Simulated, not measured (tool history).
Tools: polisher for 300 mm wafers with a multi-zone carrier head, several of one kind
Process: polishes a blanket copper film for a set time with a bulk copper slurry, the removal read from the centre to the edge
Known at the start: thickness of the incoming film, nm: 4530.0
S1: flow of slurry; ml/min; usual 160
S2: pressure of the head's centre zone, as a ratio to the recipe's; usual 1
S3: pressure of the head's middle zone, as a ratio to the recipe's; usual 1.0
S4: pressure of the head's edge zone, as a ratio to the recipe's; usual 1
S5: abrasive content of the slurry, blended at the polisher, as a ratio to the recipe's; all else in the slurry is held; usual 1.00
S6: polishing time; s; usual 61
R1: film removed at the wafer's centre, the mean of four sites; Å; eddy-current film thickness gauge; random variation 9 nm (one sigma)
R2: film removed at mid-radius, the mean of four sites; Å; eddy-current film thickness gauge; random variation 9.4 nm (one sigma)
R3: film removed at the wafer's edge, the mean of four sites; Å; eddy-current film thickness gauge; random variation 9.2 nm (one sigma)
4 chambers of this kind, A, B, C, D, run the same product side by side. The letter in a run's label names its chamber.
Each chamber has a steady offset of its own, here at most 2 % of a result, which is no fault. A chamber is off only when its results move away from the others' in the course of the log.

run 1C hour=7.1 | S1=160 S2=1 S3=1.0 S4=1 S5=1.00 S6=61 | R1=6780.4 R2=6798.0 R3=6745.1
-- hour=9.6 chamber C: centre zone pressure recalibrated
run 2D hour=14.4 | S1=160 S2=1 S3=1.0 S4=1 S5=1.00 S6=61 | R1=6922.5 R2=6919.5 R3=6623.4
-- hour=24.4 chamber C: worn pad replaced by a new one
-- hour=25.0 chamber A: worn pad replaced by a new one
-- hour=25.8 chamber D: worn pad replaced by a new one
run 3B hour=26.9 | S1=160 S2=1 S3=1.0 S4=1 S5=1.00 S6=61 | R1=6940.7 R2=6650.2 R3=6866.5
-- hour=28.1 chamber B: edge zone pressure recalibrated
run 4A hour=37.8 | S1=160 S2=1 S3=1.0 S4=1 S5=1.00 S6=61 | R1=6703.4 R2=6739.7 R3=6823.0
run 5C hour=50.4 | S1=160 S2=1 S3=1.0 S4=1 S5=1.00 S6=61 | R1=6694.2 R2=6797.1 R3=6777.6
run 6A hour=60.5 | S1=160 S2=1 S3=1.0 S4=1 S5=1.00 S6=46 | R1=4921.3 R2=4993.6 R3=4984.1
run 7D hour=71.0 | S1=160 S2=1 S3=1.0 S4=1 S5=1.00 S6=46 | R1=5040.1 R2=5005.1 R3=5133.8
-- hour=78.7 chamber C: worn pad replaced by a new one
-- hour=81.6 chamber D: centre zone pressure recalibrated
run 8B hour=82.7 | S1=160 S2=1 S3=1.0 S4=1 S5=1.00 S6=46 | R1=5156.2 R2=5119.9 R3=5236.1
run 9A hour=90.2 | S1=160 S2=1 S3=1.0 S4=1 S5=1.00 S6=46 | R1=4935.2 R2=5009.7 R3=4891.3
run 10C hour=103.0 | S1=160 S2=1 S3=1.0 S4=1 S5=1.00 S6=61 | R1=6703.7 R2=6674.1 R3=6864.2
-- hour=104.0 chamber B: slurry nozzle cleaned
run 11B hour=112.5 | S1=160 S2=1 S3=1.0 S4=1 S5=1.00 S6=61 | R1=6976.4 R2=6805.4 R3=6790.0
-- hour=120.1 chamber A: worn pad replaced by a new one
run 12D hour=122.1 | S1=160 S2=1 S3=1.0 S4=1 S5=1.00 S6=61 | R1=6730.4 R2=6733.2 R3=6677.1
-- hour=123.4 chamber B: worn pad replaced by a new one
-- hour=126.4 chamber D: worn pad replaced by a new one
-- hour=128.4 chamber C: worn pad replaced by a new one
run 13C hour=133.6 | S1=160 S2=1 S3=1.0 S4=1 S5=1.00 S6=61 | R1=6633.9 R2=6816.7 R3=6832.0
run 14D hour=140.9 | S1=160 S2=1 S3=1.0 S4=1 S5=1.00 S6=61 | R1=6732.0 R2=6874.9 R3=6901.1
run 15A hour=152.9 | S1=160 S2=1 S3=1.0 S4=1 S5=1.00 S6=61 | R1=6453.5 R2=6257.5 R3=6595.8
run 16B hour=162.6 | S1=160 S2=1 S3=1.1 S4=1 S5=1.15 S6=61 | R1=6986.9 R2=7543.2 R3=6982.4
run 17A hour=172.9 | S1=160 S2=1 S3=1.1 S4=1 S5=1.15 S6=61 | R1=6599.1 R2=7112.1 R3=6438.0
run 18B hour=183.3 | S1=160 S2=1 S3=1.1 S4=1 S5=1.15 S6=61 | R1=7003.7 R2=7546.1 R3=6999.0
-- hour=185.8 chamber C: worn pad replaced by a new one
run 19D hour=190.2 | S1=160 S2=1 S3=1.1 S4=1 S5=1.15 S6=61 | R1=6849.2 R2=7595.2 R3=7142.9
run 20C hour=197.4 | S1=160 S2=1 S3=1.0 S4=1 S5=1.00 S6=61 | R1=6566.6 R2=6600.8 R3=6581.6
run 21D hour=208.3 | S1=160 S2=1 S3=1.0 S4=1 S5=1.00 S6=61 | R1=6838.1 R2=6794.4 R3=6719.4
run 22B hour=216.0 | S1=160 S2=1 S3=1.0 S4=1 S5=1.00 S6=61 | R1=6784.3 R2=6712.3 R3=6681.9
-- hour=216.7 chamber A: worn pad replaced by a new one
run 23A hour=225.4 | S1=160 S2=1 S3=1.0 S4=1 S5=1.00 S6=61 | R1=6246.2 R2=6070.4 R3=6258.5
-- hour=230.9 chamber C: worn pad replaced by a new one
run 24C hour=237.0 | S1=160 S2=1 S3=1.0 S4=1 S5=1.00 S6=61 | R1=6489.9 R2=6672.8 R3=6792.2
-- hour=239.6 chamber D: worn pad replaced by a new one
run 25D hour=243.4 | S1=160 S2=1 S3=1.0 S4=1 S5=1.00 S6=61 | R1=6930.6 R2=6713.3 R3=6763.1
run 26C hour=253.4 | S1=160 S2=1 S3=1.0 S4=1 S5=1.00 S6=61 | R1=6603.7 R2=6569.8 R3=6704.6

What goes on in this fleet: one chamber off, a drifting gauge, or nothing beyond the chambers' own small offsets? Name the chamber and the cause, if any.

Chamber A drifts away from the others.
Cause: slurry flow missing at the pad, % = 39.8.

Here are 4 candidates for chamber A's next run, each the usual settings with a change, their results left as question marks. Which one brings its results back in line with what the others give on the usual settings?
In line means no further than this from the other chambers' mean on the usual settings: R1 310.0 Å; R2 330.0 Å; R3 320.0 Å
run 27A-1 hour=263.4 | S1=150 S2=0.98 S3=0.98 S4=1.02 S5=1.00 S6=56 | R1=? R2=? R3=?
run 27A-2 hour=263.4 | S1=175 S2=1.04 S3=1.04 S4=0.97 S5=1.00 S6=69 | R1=? R2=? R3=?
run 27A-3 hour=263.4 | S1=145 S2=0.96 S3=0.96 S4=1.03 S5=1.00 S6=53 | R1=? R2=? R3=?
run 27A-4 hour=263.4 | S1=170 S2=1.02 S3=1.02 S4=0.98 S5=1.00 S6=66 | R1=? R2=? R3=?

The other chambers' mean on the usual settings: R1 6731.9 Å; R2 6717.4 Å; R3 6755.6 Å
run=27A-1 R1=5187.2 R2=5299.3 R3=5706.7
run=27A-2 R1=7184.6 R2=7198.6 R3=7047.9
run=27A-3 R1=4738.9 R2=4871.6 R3=5393.0
run=27A-4 R1=6665.2 R2=6713.0 R3=6743.6
27A-4 brings the chamber back in line.
